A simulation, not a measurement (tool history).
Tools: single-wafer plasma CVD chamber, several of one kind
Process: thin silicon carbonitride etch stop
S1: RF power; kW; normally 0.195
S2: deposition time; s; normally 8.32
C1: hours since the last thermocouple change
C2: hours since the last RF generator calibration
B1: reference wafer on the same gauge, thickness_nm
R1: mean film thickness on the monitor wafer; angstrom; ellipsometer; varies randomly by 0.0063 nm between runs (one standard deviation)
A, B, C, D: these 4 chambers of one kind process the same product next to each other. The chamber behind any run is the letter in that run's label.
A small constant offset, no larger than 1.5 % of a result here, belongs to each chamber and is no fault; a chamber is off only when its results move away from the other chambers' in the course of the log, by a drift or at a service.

Run 1C, hour 2.2: usual settings; C1 357.6; C2 1010.7; B1 4.4599. Result: R1 47.107 angstrom.
Run 2B, hour 6.1: usual settings; C1 29.0; C2 2208.0; B1 4.4579. Result: R1 46.726 angstrom.
Run 3A, hour 9.3: usual settings; C1 78.5; C2 2145.8; B1 4.4561. Result: R1 47.606 angstrom.
Run 4D, hour 13.5: usual settings; C1 334.7; C2 427.9; B1 4.4562. Result: R1 47.224 angstrom.
Run 5B, hour 15.9: usual settings but S1 0.160 kW, S2 9.13 s; C1 38.8; C2 2217.8; B1 4.4565. Result: R1 48.506 angstrom.
Run 6D, hour 19.2: usual settings but S1 0.160 kW, S2 9.13 s; C1 340.4; C2 433.6; B1 4.4550. Result: R1 48.837 angstrom.
Run 7A, hour 21.6: usual settings but S1 0.160 kW, S2 9.13 s; C1 90.8; C2 2158.1; B1 4.4548. Result: R1 49.112 angstrom.
Run 8C, hour 26.0: usual settings but S1 0.160 kW, S2 9.13 s; C1 381.4; C2 1034.5; B1 4.4511. Result: R1 48.528 angstrom.
Run 9D, hour 28.7: usual settings; C1 349.9; C2 443.1; B1 4.4512. Result: R1 47.255 angstrom.
Run 10B, hour 32.5: usual settings; C1 55.4; C2 2234.4; B1 4.4519. Result: R1 46.715 angstrom.
Run 11C, hour 35.8: usual settings; C1 391.2; C2 1044.3; B1 4.4520. Result: R1 46.898 angstrom.
Run 12A, hour 40.1: usual settings; C1 109.3; C2 2176.6; B1 4.4495. Result: R1 47.498 angstrom.
Run 13D, hour 43.0: usual settings; C1 364.2; C2 457.4; B1 4.4501. Result: R1 47.139 angstrom.
Run 14B, hour 45.1: usual settings; C1 68.0; C2 2247.0; B1 4.4479. Result: R1 46.746 angstrom.
Run 15C, hour 48.7: usual settings; C1 404.1; C2 1057.2; B1 4.4467. Result: R1 46.894 angstrom.
Run 16A, hour 51.4: usual settings but S1 0.220 kW; C1 120.6; C2 2187.9; B1 4.4459. Result: R1 49.184 angstrom.
Run 17A, hour 55.7: usual settings but S1 0.220 kW; C1 124.9; C2 2192.2; B1 4.4447. Result: R1 49.226 angstrom.
Run 18D, hour 60.1: usual settings but S1 0.220 kW; C1 381.3; C2 474.5; B1 4.4434. Result: R1 48.925 angstrom.
Run 19B, hour 63.3: usual settings but S1 0.220 kW; C1 86.2; C2 2265.2; B1 4.4432. Result: R1 48.290 angstrom.
Run 20C, hour 67.5: usual settings; C1 422.9; C2 1076.0; B1 4.4431. Result: R1 46.878 angstrom.
Run 21D, hour 70.7: usual settings; C1 391.9; C2 485.1; B1 4.4416. Result: R1 47.188 angstrom.
Run 22C, hour 73.2: usual settings; C1 428.6; C2 1081.7; B1 4.4419. Result: R1 46.780 angstrom.
At hour 74.6: chamber B: RF generator calibrated.
Run 23B, hour 76.7: usual settings; C1 99.6; C2 2.2; B1 4.4414. Result: R1 46.681 angstrom.
Run 24A, hour 79.4: usual settings; C1 148.6; C2 2215.9; B1 4.4387. Result: R1 47.352 angstrom.
Run 25B, hour 83.4: usual settings; C1 106.3; C2 8.9; B1 4.4371. Result: R1 46.593 angstrom.
Run 26C, hour 86.3: usual settings but S1 0.235 kW, S2 7.23 s; C1 441.7; C2 1094.8; B1 4.4385. Result: R1 43.077 angstrom.
Run 27D, hour 90.1: usual settings but S1 0.235 kW, S2 7.23 s; C1 411.3; C2 504.5; B1 4.4366. Result: R1 43.264 angstrom.
Run 28A, hour 92.4: usual settings but S1 0.235 kW, S2 7.23 s; C1 161.6; C2 2228.9; B1 4.4350. Result: R1 43.502 angstrom.

Is one chamber out of step, is the gauge drifting, or do the chambers differ by no more than their own small offsets? For an off chamber, give its letter and the likeliest cause.

The shared gauge is drifting. All chambers look as if they move in step, but none is off.
What lies behind it: gauge reads low (%) = 0.557.
